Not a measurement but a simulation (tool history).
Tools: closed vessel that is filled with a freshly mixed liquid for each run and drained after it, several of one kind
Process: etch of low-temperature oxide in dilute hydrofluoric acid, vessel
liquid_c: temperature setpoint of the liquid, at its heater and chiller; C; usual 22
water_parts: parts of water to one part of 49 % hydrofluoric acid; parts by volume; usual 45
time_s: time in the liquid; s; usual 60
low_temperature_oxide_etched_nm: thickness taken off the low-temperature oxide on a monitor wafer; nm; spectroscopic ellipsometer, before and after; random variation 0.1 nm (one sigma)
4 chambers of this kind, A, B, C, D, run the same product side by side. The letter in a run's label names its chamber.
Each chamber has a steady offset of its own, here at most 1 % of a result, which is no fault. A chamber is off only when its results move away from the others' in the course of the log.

run,hour,liquid_c,water_parts,time_s,"read-back film thickness of the low-temperature oxide reference wafer, read on the same gauge (nm)",low_temperature_oxide_etched_nm
1C,5.3,22,45,60,90.007,27.604
2D,10.8,22,45,60,90.004,27.467
3A,18.7,22,45,60,90.021,27.195
4B,24.6,22,45,60,90.004,27.266
5D,31.1,22,45,60,89.984,27.538
6B,36.4,22,45,60,89.986,27.149
7C,40.1,22,45,60,89.985,27.566
8A,46.5,22,45,60,90.012,27.298
9D,52,22,45,60,90.026,27.536
10C,58.6,22,55,60,89.98,22.198
11B,66.3,22,55,60,90.034,22.059
12A,73.9,22,55,60,89.983,22.338
13C,78.2,22,55,60,89.947,22.124
14D,85.5,24,45,45,90.002,22.284
15B,90.5,24,45,45,90.002,22.28
16A,94.7,24,45,45,89.985,22.371
17D,99.9,24,45,45,90.011,22.296
18A,107.3,22,45,60,90.006,27.766
19B,113.6,22,45,60,90.005,27.265
20C,118.1,22,45,60,89.999,27.393
21C,123.7,22,45,60,90.048,27.353
22D,130.4,22,45,60,90.004,27.537
23B,137.2,22,45,60,89.99,27.144
24A,142,22,45,60,90.022,28.056

Next, every chamber runs the same settings. What will each give?
25A,147.7,22,45,60,,?
25B,147.7,22,45,60,,?
25C,147.7,22,45,60,,?
25D,147.7,22,45,60,,?

run,low_temperature_oxide_etched_nm
25A,28.07
25B,27.253
25C,27.586
25D,27.238
